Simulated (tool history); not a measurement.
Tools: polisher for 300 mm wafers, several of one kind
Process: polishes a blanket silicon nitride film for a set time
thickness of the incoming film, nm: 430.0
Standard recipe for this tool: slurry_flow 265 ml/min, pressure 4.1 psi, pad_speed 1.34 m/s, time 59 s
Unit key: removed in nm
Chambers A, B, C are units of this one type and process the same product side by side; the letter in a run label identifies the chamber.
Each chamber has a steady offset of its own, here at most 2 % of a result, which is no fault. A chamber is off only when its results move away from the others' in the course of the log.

| run | hour | slurry_flow | pressure | pad_speed | time | wafers polished on this pad | hours since the slurry nozzle was cleaned | hours since the head pressure was calibrated | removed |
|---|---|---|---|---|---|---|---|---|---|
|  | 0.8 | chamber B: worn pad replaced by a new one |
| 1A | 4.1 | 265 | 4.1 | 1.34 | 59 | 352 | 133.6 | 141.2 | 179.47 |
| 2B | 8.2 | 265 | 4.1 | 1.34 | 59 | 71 | 481.1 | 1197.8 | 180.59 |
| 3C | 13.4 | 265 | 4.1 | 1.34 | 59 | 313 | 117.0 | 691.7 | 183.71 |
| 4A | 17.6 | 265 | 4.1 | 1.34 | 59 | 481 | 147.1 | 154.7 | 178.14 |
| 5B | 20.0 | 265 | 4.1 | 1.34 | 59 | 183 | 492.9 | 1209.6 | 175.67 |
|  | 24.2 | chamber A: worn pad replaced by a new one |
| 6C | 24.2 | 265 | 4.1 | 1.34 | 59 | 416 | 127.8 | 702.5 | 181.69 |
| 7C | 27.1 | 265 | 4.1 | 1.34 | 59 | 443 | 130.7 | 705.4 | 179.45 |
| 8A | 31.8 | 265 | 4.1 | 1.34 | 59 | 72 | 161.3 | 168.9 | 178.21 |
| 9B | 36.7 | 265 | 4.1 | 1.34 | 49 | 342 | 509.6 | 1226.3 | 148.04 |
| 10C | 39.6 | 265 | 4.1 | 1.34 | 49 | 563 | 143.2 | 717.9 | 152.73 |
| 11B | 45.1 | 265 | 4.1 | 1.34 | 49 | 423 | 518.0 | 1234.7 | 147.02 |
| 12A | 47.5 | 265 | 4.1 | 1.34 | 67 | 222 | 177.0 | 184.6 | 206.51 |
| 13B | 51.6 | 265 | 4.1 | 1.34 | 67 | 485 | 524.5 | 1241.2 | 203.05 |
| 14A | 55.0 | 265 | 4.1 | 1.34 | 67 | 294 | 184.5 | 192.1 | 205.42 |
| 15C | 59.5 | 265 | 4.1 | 1.34 | 59 | 753 | 163.1 | 737.8 | 186.27 |
| 16C | 62.7 | 265 | 4.1 | 1.34 | 59 | 783 | 166.3 | 741.0 | 182.71 |
| 17B | 67.0 | 265 | 4.1 | 1.34 | 59 | 632 | 539.9 | 1256.6 | 175.39 |
| 18A | 71.6 | 265 | 4.1 | 1.34 | 59 | 452 | 201.1 | 208.7 | 177.36 |
| 19C | 75.4 | 265 | 4.1 | 1.34 | 59 | 904 | 179.0 | 753.7 | 188.23 |
|  | 76.3 | chamber B: worn pad replaced by a new one |
| 20A | 79.3 | 265 | 4.1 | 1.34 | 59 | 526 | 208.8 | 216.4 | 185.67 |
| 21B | 83.1 | 265 | 4.1 | 1.34 | 59 | 65 | 556.0 | 1272.7 | 176.93 |
| 22B | 86.6 | 265 | 4.1 | 1.34 | 59 | 98 | 559.5 | 1276.2 | 178.93 |
|  | 90.3 | chamber A: worn pad replaced by a new one |
| 23A | 91.2 | 265 | 4.1 | 1.34 | 59 | 9 | 220.7 | 228.3 | 179.03 |
| 24C | 95.2 | 265 | 4.1 | 1.34 | 59 | 1093 | 198.8 | 773.5 | 190.00 |
| 25B | 97.7 | 265 | 4.1 | 1.14 | 39 | 204 | 570.6 | 1287.3 | 103.84 |
|  | 98.9 | chamber C: worn pad replaced by a new one |
| 26C | 103.1 | 265 | 4.1 | 1.14 | 39 | 40 | 206.7 | 781.4 | 111.89 |
| 27A | 107.5 | 265 | 4.1 | 1.14 | 39 | 165 | 237.0 | 244.6 | 105.32 |
| 28B | 112.8 | 265 | 4.1 | 1.34 | 59 | 348 | 585.7 | 1302.4 | 175.97 |
|  | 116.5 | chamber A: slurry nozzle cleaned |
| 29A | 117.9 | 265 | 4.1 | 1.34 | 59 | 264 | 1.5 | 255.0 | 182.79 |
| 30C | 121.1 | 265 | 4.1 | 1.34 | 59 | 212 | 224.7 | 799.4 | 191.40 |
| 31B | 124.0 | 265 | 4.1 | 1.34 | 59 | 455 | 596.9 | 1313.6 | 177.33 |
| 32C | 129.2 | 265 | 4.1 | 1.34 | 59 | 289 | 232.8 | 807.5 | 194.08 |
| 33A | 132.8 | 265 | 4.1 | 1.34 | 59 | 406 | 16.4 | 269.9 | 177.29 |
| 34B | 138.0 | 265 | 4.1 | 1.34 | 59 | 589 | 610.9 | 1327.6 | 175.15 |
| 35C | 142.2 | 265 | 3.5 | 1.06 | 59 | 413 | 245.8 | 820.5 | 139.99 |
|  | 146.3 | chamber A: worn pad replaced by a new one |
| 36A | 146.7 | 265 | 3.5 | 1.06 | 59 | 4 | 30.3 | 283.8 | 125.07 |
| 37A | 149.3 | 265 | 3.5 | 1.06 | 59 | 29 | 32.9 | 286.4 | 124.12 |
| 38B | 151.9 | 265 | 4.1 | 1.34 | 59 | 721 | 624.8 | 1341.5 | 176.98 |
| 39C | 157.2 | 265 | 4.1 | 1.34 | 59 | 557 | 260.8 | 835.5 | 201.77 |

Next, all 3 chambers run the settings below, one line each with question marks for the results. What does each chamber give?
| 40A | 161.2 | 265 | 4.1 | 1.34 | 70 |  |  |  | ? |
| 40B | 161.2 | 265 | 4.1 | 1.34 | 70 |  |  |  | ? |
| 40C | 161.2 | 265 | 4.1 | 1.34 | 70 |  |  |  | ? |

| run | removed |
|---|---|
| 40A | 210.08 |
| 40B | 205.63 |
| 40C | 237.58 |
